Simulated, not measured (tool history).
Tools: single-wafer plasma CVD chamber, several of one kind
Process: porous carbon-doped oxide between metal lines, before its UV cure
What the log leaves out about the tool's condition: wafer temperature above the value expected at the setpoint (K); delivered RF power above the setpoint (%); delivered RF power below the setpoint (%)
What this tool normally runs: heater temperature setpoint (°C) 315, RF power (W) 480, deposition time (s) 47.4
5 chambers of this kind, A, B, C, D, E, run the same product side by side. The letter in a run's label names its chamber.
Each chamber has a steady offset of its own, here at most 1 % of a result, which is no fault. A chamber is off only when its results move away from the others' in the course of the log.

run	hour	heater temperature setpoint (°C)	RF power (W)	deposition time (s)	hours since the last thermocouple change	hours since the last RF generator calibration	read-back reference wafer on the same gauge, thickness_nm	mean film thickness on the monitor wafer (angstrom)
1E	5.7	315	480	47.4	460.7	132.2	269.98	2261.6
2D	14.7	315	480	47.4	90.0	879.0	270.05	2252.4
3A	20.2	315	480	47.4	984.1	26.6	269.92	2282.0
4C	24.9	315	480	47.4	1349.5	582.2	270.40	2283.7
5B	30.4	315	480	47.4	1274.5	741.6	269.93	2286.3
6A	37.1	315	480	47.4	1001.0	43.5	270.12	2288.1
7D	43.1	315	480	47.4	118.4	907.4	269.97	2271.4
8C	47.9	315	480	47.4	1372.5	605.2	270.05	2277.9
9E	57.1	315	480	47.4	512.1	183.6	269.79	2259.3
10B	66.9	315	480	47.4	1311.0	778.1	270.19	2281.3
11B	76.7	315	480	47.4	1320.8	787.9	269.62	2274.3
12D	82.6	315	480	47.4	157.9	946.9	269.83	2276.1
13E	92.6	304	545	47.4	547.6	219.1	269.89	2624.8
14C	102.2	304	545	47.4	1426.8	659.5	269.82	2611.9
15A	109.0	304	545	47.4	1072.9	115.4	269.98	2629.7
16A	118.5	304	545	47.4	1082.4	124.9	270.07	2626.6
17B	125.8	304	545	47.4	1369.9	837.0	270.21	2645.3
18D	130.1	315	480	47.4	205.4	994.4	270.02	2264.5
19C	136.9	315	480	47.4	1461.5	694.2	270.03	2265.7
20E	144.0	315	480	47.4	599.0	270.5	270.08	2265.5
21B	150.7	315	480	47.4	1394.8	861.9	269.91	2294.4
# hour 150.9: chamber A: thermocouple changed; heater temperature recalibrated
22E	157.3	315	480	47.4	612.3	283.8	270.15	2257.3
23C	165.6	315	480	47.4	1490.2	722.9	270.15	2270.3
24D	174.2	315	480	47.4	249.5	1038.5	269.93	2253.6
25A	180.0	315	480	47.4	29.2	186.4	269.71	2220.7
26E	188.2	315	480	47.4	643.2	314.7	270.06	2263.1
27A	196.1	315	555	42.3	45.3	202.5	269.88	2186.9
28D	203.0	315	555	42.3	278.3	1067.3	270.11	2228.8
29C	209.6	315	555	42.3	1534.2	766.9	270.19	2243.7
30B	215.4	315	555	42.3	1459.5	926.6	269.87	2244.4
31B	222.9	315	555	42.3	1467.0	934.1	269.94	2243.6
32A	229.4	315	480	47.4	78.6	235.8	270.12	2243.6
33E	238.3	315	480	47.4	693.3	364.8	269.94	2259.3
34C	246.6	315	480	47.4	1571.2	803.9	269.96	2273.4
35D	253.9	326	480	56.6	329.2	1118.2	269.85	2565.7
36D	259.7	326	480	56.6	335.0	1124.0	270.26	2553.9
37A	269.5	326	480	56.6	118.7	275.9	269.90	2521.2
# hour 273.5: chamber B: RF generator calibrated
38C	275.8	326	480	56.6	1600.4	833.1	270.12	2566.8
39B	280.6	326	480	56.6	1524.7	7.2	269.96	2580.9
40E	288.8	323	480	38.8	743.8	415.3	269.98	1786.4
41B	295.3	323	480	38.8	1539.4	21.9	270.16	1807.6

Has any chamber moved away from the others, gradually or after a service, or does the common gauge drift, or do the chambers differ only by their own small steady offsets? State the chamber and the most likely cause if one applies.

Chamber A came out of a service off from its peers and stayed that way.
What lies behind it: wafer temperature above the value expected at the setpoint (K) = 3.84.

Chamber A could run next with any of the 4 candidate recipes listed below; each alters the usual settings, and their results appear as question marks. Which one brings its results back in line with what the other chambers deliver on the usual settings?
Maximum distance from the other chambers' mean on the usual settings for a result to count as in line: mean film thickness on the monitor wafer (angstrom) 28.0
42A-1	302.5	313	500	47.4				?
42A-2	302.5	315	475	46.9				?
42A-3	302.5	315	480	48.1				?
42A-4	302.5	317	460	47.4				?

Mean of the other chambers on the usual settings: mean film thickness on the monitor wafer (angstrom) 2271.5
run	mean film thickness on the monitor wafer (angstrom)
42A-1	2319.1
42A-2	2193.2
42A-3	2264.3
42A-4	2146.0
The right change is 42A-3: it brings the chamber back within the allowed miss of the others.
